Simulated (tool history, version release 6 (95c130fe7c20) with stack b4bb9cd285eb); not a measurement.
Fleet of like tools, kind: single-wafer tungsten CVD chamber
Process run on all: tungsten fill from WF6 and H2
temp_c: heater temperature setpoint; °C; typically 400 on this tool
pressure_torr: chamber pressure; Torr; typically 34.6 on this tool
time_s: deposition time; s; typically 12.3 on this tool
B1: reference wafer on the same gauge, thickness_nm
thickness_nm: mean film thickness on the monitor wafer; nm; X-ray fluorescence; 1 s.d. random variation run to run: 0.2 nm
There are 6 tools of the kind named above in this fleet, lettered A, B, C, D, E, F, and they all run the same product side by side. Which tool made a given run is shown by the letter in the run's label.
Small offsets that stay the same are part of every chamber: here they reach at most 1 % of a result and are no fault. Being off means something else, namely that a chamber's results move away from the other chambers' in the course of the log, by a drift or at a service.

{"run": "1E", "hour": 7.5, "temp_c": 400, "pressure_torr": 34.6, "time_s": 12.3, "B1": 36.54, "thickness_nm": 37.906}
{"run": "2C", "hour": 18.9, "temp_c": 400, "pressure_torr": 34.6, "time_s": 12.3, "B1": 36.471, "thickness_nm": 38.128}
{"run": "3A", "hour": 30.8, "temp_c": 400, "pressure_torr": 34.6, "time_s": 12.3, "B1": 36.483, "thickness_nm": 37.894}
{"run": "4B", "hour": 43.2, "temp_c": 400, "pressure_torr": 34.6, "time_s": 12.3, "B1": 36.514, "thickness_nm": 38.023}
{"run": "5F", "hour": 51.5, "temp_c": 400, "pressure_torr": 34.6, "time_s": 12.3, "B1": 36.486, "thickness_nm": 37.904}
{"run": "6D", "hour": 57.7, "temp_c": 400, "pressure_torr": 34.6, "time_s": 12.3, "B1": 36.535, "thickness_nm": 38.139}
{"run": "7A", "hour": 65.7, "temp_c": 400, "pressure_torr": 34.6, "time_s": 12.3, "B1": 36.498, "thickness_nm": 37.945}
{"run": "8E", "hour": 75.4, "temp_c": 400, "pressure_torr": 34.6, "time_s": 12.3, "B1": 36.456, "thickness_nm": 37.893}
{"hour": 78.7, "done": "chamber D: capacitance manometer re-zeroed and calibrated"}
{"run": "9D", "hour": 83.6, "temp_c": 400, "pressure_torr": 34.6, "time_s": 12.3, "B1": 36.537, "thickness_nm": 38.136}
{"run": "10B", "hour": 92.5, "temp_c": 400, "pressure_torr": 34.6, "time_s": 12.3, "B1": 36.471, "thickness_nm": 38.338}
{"run": "11C", "hour": 102.8, "temp_c": 400, "pressure_torr": 34.6, "time_s": 12.3, "B1": 36.544, "thickness_nm": 37.815}
{"run": "12F", "hour": 115.7, "temp_c": 400, "pressure_torr": 34.6, "time_s": 12.3, "B1": 36.471, "thickness_nm": 37.669}
{"run": "13D", "hour": 125.0, "temp_c": 400, "pressure_torr": 34.6, "time_s": 12.3, "B1": 36.484, "thickness_nm": 38.135}
{"run": "14F", "hour": 136.1, "temp_c": 400, "pressure_torr": 34.6, "time_s": 12.3, "B1": 36.538, "thickness_nm": 37.995}
{"run": "15E", "hour": 149.6, "temp_c": 387, "pressure_torr": 34.6, "time_s": 13, "B1": 36.499, "thickness_nm": 31.252}
{"run": "16B", "hour": 162.4, "temp_c": 387, "pressure_torr": 34.6, "time_s": 13, "B1": 36.452, "thickness_nm": 31.443}
{"run": "17A", "hour": 170.6, "temp_c": 387, "pressure_torr": 34.6, "time_s": 13, "B1": 36.529, "thickness_nm": 31.431}
{"run": "18C", "hour": 180.7, "temp_c": 387, "pressure_torr": 34.6, "time_s": 13, "B1": 36.509, "thickness_nm": 31.159}
{"run": "19A", "hour": 189.9, "temp_c": 387, "pressure_torr": 34.6, "time_s": 13, "B1": 36.528, "thickness_nm": 31.403}
{"run": "20C", "hour": 199.1, "temp_c": 387, "pressure_torr": 34.6, "time_s": 13, "B1": 36.533, "thickness_nm": 31.341}
{"run": "21B", "hour": 208.9, "temp_c": 400, "pressure_torr": 34.6, "time_s": 12.3, "B1": 36.537, "thickness_nm": 38.267}
{"run": "22D", "hour": 221.7, "temp_c": 400, "pressure_torr": 34.6, "time_s": 12.3, "B1": 36.523, "thickness_nm": 38.488}
{"run": "23E", "hour": 231.8, "temp_c": 400, "pressure_torr": 34.6, "time_s": 12.3, "B1": 36.482, "thickness_nm": 37.914}
{"run": "24F", "hour": 244.5, "temp_c": 400, "pressure_torr": 34.6, "time_s": 12.3, "B1": 36.548, "thickness_nm": 37.793}
{"run": "25F", "hour": 254.0, "temp_c": 400, "pressure_torr": 34.6, "time_s": 12.3, "B1": 36.502, "thickness_nm": 38.428}
{"run": "26B", "hour": 266.2, "temp_c": 400, "pressure_torr": 34.6, "time_s": 12.3, "B1": 36.486, "thickness_nm": 37.687}
{"run": "27C", "hour": 273.8, "temp_c": 400, "pressure_torr": 34.6, "time_s": 12.3, "B1": 36.532, "thickness_nm": 37.42}
{"run": "28E", "hour": 282.2, "temp_c": 409, "pressure_torr": 34.6, "time_s": 11.1, "B1": 36.504, "thickness_nm": 40.281}
{"hour": 284.0, "done": "chamber B: thermocouple changed; heater temperature recalibrated"}
{"run": "29D", "hour": 291.4, "temp_c": 409, "pressure_torr": 34.6, "time_s": 11.1, "B1": 36.46, "thickness_nm": 40.451}
{"run": "30A", "hour": 301.8, "temp_c": 409, "pressure_torr": 34.6, "time_s": 11.1, "B1": 36.438, "thickness_nm": 40.354}
{"run": "31E", "hour": 308.3, "temp_c": 409, "pressure_torr": 34.6, "time_s": 11.1, "B1": 36.516, "thickness_nm": 39.818}
{"run": "32C", "hour": 318.8, "temp_c": 409, "pressure_torr": 34.6, "time_s": 11.1, "B1": 36.529, "thickness_nm": 39.164}
{"run": "33A", "hour": 331.5, "temp_c": 409, "pressure_torr": 34.6, "time_s": 11.1, "B1": 36.451, "thickness_nm": 40.294}
{"run": "34D", "hour": 344.7, "temp_c": 400, "pressure_torr": 34.6, "time_s": 12.3, "B1": 36.5, "thickness_nm": 38.735}
{"run": "35F", "hour": 357.8, "temp_c": 400, "pressure_torr": 34.6, "time_s": 12.3, "B1": 36.502, "thickness_nm": 38.188}
{"hour": 360.4, "done": "chamber E: thermocouple changed; heater temperature recalibrated"}
{"run": "36B", "hour": 368.6, "temp_c": 400, "pressure_torr": 34.6, "time_s": 12.3, "B1": 36.49, "thickness_nm": 37.88}
{"run": "37A", "hour": 379.3, "temp_c": 400, "pressure_torr": 41.1, "time_s": 11, "B1": 36.556, "thickness_nm": 36.563}
{"run": "38D", "hour": 392.0, "temp_c": 400, "pressure_torr": 41.1, "time_s": 11, "B1": 36.466, "thickness_nm": 37.05}
{"run": "39E", "hour": 398.9, "temp_c": 400, "pressure_torr": 41.1, "time_s": 11, "B1": 36.49, "thickness_nm": 37.359}
{"run": "40B", "hour": 405.6, "temp_c": 400, "pressure_torr": 41.1, "time_s": 11, "B1": 36.466, "thickness_nm": 37.002}
{"run": "41C", "hour": 419.3, "temp_c": 400, "pressure_torr": 41.1, "time_s": 11, "B1": 36.517, "thickness_nm": 36.369}
{"run": "42F", "hour": 428.0, "temp_c": 400, "pressure_torr": 41.1, "time_s": 11, "B1": 36.477, "thickness_nm": 36.849}
{"run": "43C", "hour": 440.5, "temp_c": 400, "pressure_torr": 34.6, "time_s": 12.3, "B1": 36.507, "thickness_nm": 37.138}
{"run": "44E", "hour": 447.4, "temp_c": 400, "pressure_torr": 34.6, "time_s": 12.3, "B1": 36.473, "thickness_nm": 37.94}

One chamber off, gauge drift, or nothing amiss beyond the chambers' own small offsets? If it is a chamber, which one, and what is the likeliest cause?

Chamber C drifts away from the others.
Cause: true pressure below the setpoint (%) = 5.78.
The log might look much the same if the cause were instead: wafer temperature below the value expected at the setpoint (K).

Here are 4 candidates for chamber C's next run, each the usual settings with a change, their results left as question marks. Which one brings its results back in line with what the others give on the usual settings?
To be in line, a result may differ from the other chambers' mean on the usual settings by at most: thickness_nm 0.69 nm
{"run": "45C-1", "hour": 457.6, "temp_c": 400, "pressure_torr": 34, "time_s": 12, "thickness_nm": "?"}
{"run": "45C-2", "hour": 457.6, "temp_c": 398, "pressure_torr": 34.1, "time_s": 12.1, "thickness_nm": "?"}
{"run": "45C-3", "hour": 457.6, "temp_c": 400, "pressure_torr": 34.6, "time_s": 13.1, "thickness_nm": "?"}
{"run": "45C-4", "hour": 457.6, "temp_c": 401, "pressure_torr": 34.8, "time_s": 12.4, "thickness_nm": "?"}

On the usual settings, the other chambers give on average: thickness_nm 38.032 nm
run=45C-1 thickness_nm=35.693
run=45C-2 thickness_nm=34.722
run=45C-3 thickness_nm=39.306
run=45C-4 thickness_nm=37.973
45C-4 brings the chamber back in line.
